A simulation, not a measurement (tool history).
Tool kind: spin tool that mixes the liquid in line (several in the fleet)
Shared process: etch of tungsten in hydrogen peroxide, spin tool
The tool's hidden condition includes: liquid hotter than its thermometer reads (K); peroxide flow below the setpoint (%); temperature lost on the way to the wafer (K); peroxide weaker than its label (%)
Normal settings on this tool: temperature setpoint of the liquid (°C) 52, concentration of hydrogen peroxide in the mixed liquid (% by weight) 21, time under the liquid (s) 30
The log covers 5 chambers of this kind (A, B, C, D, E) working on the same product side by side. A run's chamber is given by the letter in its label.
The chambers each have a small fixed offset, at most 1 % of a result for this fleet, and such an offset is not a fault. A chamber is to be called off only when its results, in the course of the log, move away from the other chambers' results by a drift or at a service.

| run | day | temperature setpoint of the liquid (°C) | concentration of hydrogen peroxide in the mixed liquid (% by weight) | time under the liquid (s) | hours since the thermometer was replaced | hours since the peroxide flow meter was replaced | hours since the heated supply line was repaired | hours since the drum of peroxide was connected | read-back film thickness of the tungsten reference wafer, read on the same gauge (nm) | thickness taken off the tungsten on a monitor wafer (nm) |
|---|---|---|---|---|---|---|---|---|---|---|
| 1C | 0.221 | 52 | 21 | 30 | 1025.5 | 178.4 | 1074.7 | 960.1 | 100.01 | 97.573 |
| 2E | 0.408 | 52 | 21 | 30 | 525.3 | 404.3 | 755 | 316 | 100 | 95.326 |
| 3D | 0.55 | 52 | 21 | 30 | 1532.7 | 1297.7 | 2012.3 | 426.5 | 99.978 | 97.842 |
| 4A | 0.654 | 52 | 21 | 30 | 274.6 | 287.7 | 24.8 | 272.8 | 99.998 | 96.167 |
| 5B | 0.788 | 52 | 21 | 30 | 1562.4 | 2138.1 | 2005.6 | 243.6 | 100.04 | 97.45 |
| 6A | 0.962 | 52 | 21 | 30 | 282 | 295.1 | 32.2 | 280.2 | 100.03 | 98.266 |
|  | 1.071 | chamber D: peroxide flow meter replaced |
| 7E | 1.167 | 58.5 | 21 | 30 | 543.5 | 422.5 | 773.2 | 334.2 | 99.959 | 141.67 |
| 8B | 1.35 | 58.5 | 21 | 30 | 1575.9 | 2151.6 | 2019.1 | 257.1 | 99.97 | 142.67 |
| 9D | 1.562 | 58.5 | 21 | 30 | 1557 | 11.9 | 2036.6 | 450.8 | 100.03 | 144.22 |
| 10C | 1.721 | 58.5 | 21 | 30 | 1061.5 | 214.4 | 1110.7 | 996.1 | 100.06 | 144.67 |
|  | 1.817 | chamber D: new drum of peroxide connected |
| 11C | 1.938 | 58.5 | 21 | 30 | 1066.7 | 219.6 | 1115.9 | 1001.3 | 100.01 | 141.94 |
| 12A | 2.158 | 58.5 | 21 | 30 | 310.7 | 323.8 | 60.9 | 308.9 | 99.995 | 141.33 |
| 13D | 2.342 | 58.5 | 21 | 30 | 1575.7 | 30.6 | 2055.3 | 12.7 | 99.968 | 144.5 |
| 14B | 2.512 | 58.5 | 21 | 30 | 1603.8 | 2179.5 | 2047 | 285 | 99.971 | 142.04 |
| 15E | 2.692 | 58.5 | 21 | 30 | 580.1 | 459.1 | 809.8 | 370.8 | 99.996 | 137.8 |
| 16D | 2.812 | 58.5 | 21 | 30 | 1587 | 41.9 | 2066.6 | 24 | 99.978 | 144.19 |
|  | 2.979 | chamber B: peroxide flow meter replaced |
| 17C | 3.008 | 52 | 21 | 30 | 1092.4 | 245.3 | 1141.6 | 1027 | 100.01 | 98.135 |
| 18A | 3.204 | 52 | 17.5 | 30 | 335.8 | 348.9 | 86 | 334 | 99.992 | 88.835 |
| 19E | 3.379 | 52 | 17.5 | 30 | 596.6 | 475.6 | 826.3 | 387.3 | 100.02 | 84.812 |
| 20B | 3.496 | 52 | 17.5 | 30 | 1627.4 | 12.4 | 2070.6 | 308.6 | 100.02 | 88.681 |
| 21D | 3.7 | 52 | 17.5 | 30 | 1608.3 | 63.2 | 2087.9 | 45.3 | 99.967 | 90.17 |
| 22A | 3.838 | 52 | 17.5 | 30 | 351 | 364.1 | 101.2 | 349.2 | 100.04 | 88.044 |
| 23B | 4.004 | 52 | 21 | 30 | 1639.6 | 24.6 | 2082.8 | 320.8 | 99.988 | 97.752 |
| 24C | 4.192 | 52 | 21 | 30 | 1120.8 | 273.7 | 1170 | 1055.4 | 100.02 | 98.031 |
| 25E | 4.408 | 52 | 21 | 30 | 621.3 | 500.3 | 851 | 412 | 99.999 | 92.093 |
| 26D | 4.608 | 52 | 21 | 30 | 1630.1 | 85 | 2109.7 | 67.1 | 100 | 97.361 |
| 27E | 4.779 | 52 | 21 | 30 | 630.2 | 509.2 | 859.9 | 420.9 | 99.988 | 91.478 |
| 28B | 4.942 | 52 | 21 | 30 | 1662.1 | 47.1 | 2105.3 | 343.3 | 100.01 | 98.25 |
|  | 4.962 | chamber E: peroxide flow meter replaced |
| 29C | 5.142 | 52 | 21 | 30 | 1143.6 | 296.5 | 1192.8 | 1078.2 | 100 | 97.819 |
| 30A | 5.325 | 52 | 21 | 30 | 386.7 | 399.8 | 136.9 | 384.9 | 100.02 | 97.398 |
| 31B | 5.512 | 52 | 21 | 30 | 1675.8 | 60.8 | 2119 | 357 | 99.937 | 96.949 |
| 32C | 5.625 | 52 | 21 | 30 | 1155.2 | 308.1 | 1204.4 | 1089.8 | 99.965 | 98.043 |
| 33E | 5.796 | 52 | 21 | 30 | 654.6 | 20 | 884.3 | 445.3 | 100 | 91.628 |
|  | 5.862 | chamber E: new drum of peroxide connected |
| 34D | 5.938 | 52 | 21 | 30 | 1662 | 116.9 | 2141.6 | 99 | 100.02 | 97.492 |
| 35A | 6.158 | 52 | 21 | 30 | 406.7 | 419.8 | 156.9 | 404.9 | 99.975 | 97.532 |
| 36E | 6.329 | 52 | 21 | 30 | 667.4 | 32.8 | 897.1 | 11.3 | 99.998 | 90.318 |
| 37C | 6.433 | 52 | 21 | 30 | 1174.6 | 327.5 | 1223.8 | 1109.2 | 99.97 | 98.196 |
| 38A | 6.575 | 52 | 21 | 30 | 416.7 | 429.8 | 166.9 | 414.9 | 100.06 | 96.995 |
| 39D | 6.771 | 52 | 21 | 30 | 1682 | 136.9 | 2161.6 | 119 | 100.02 | 97.584 |
| 40B | 6.888 | 52 | 21 | 30 | 1708.8 | 93.8 | 2152 | 390 | 100.02 | 96.401 |

Next, every chamber runs the same settings. What will each give?
| 41A | 7.054 | 52 | 21 | 30 |  |  |  |  |  | ? |
| 41B | 7.054 | 52 | 21 | 30 |  |  |  |  |  | ? |
| 41C | 7.054 | 52 | 21 | 30 |  |  |  |  |  | ? |
| 41D | 7.054 | 52 | 21 | 30 |  |  |  |  |  | ? |
| 41E | 7.054 | 52 | 21 | 30 |  |  |  |  |  | ? |

| run | thickness taken off the tungsten on a monitor wafer (nm) |
|---|---|
| 41A | 97.361 |
| 41B | 97.138 |
| 41C | 96.398 |
| 41D | 97.477 |
| 41E | 89.725 |
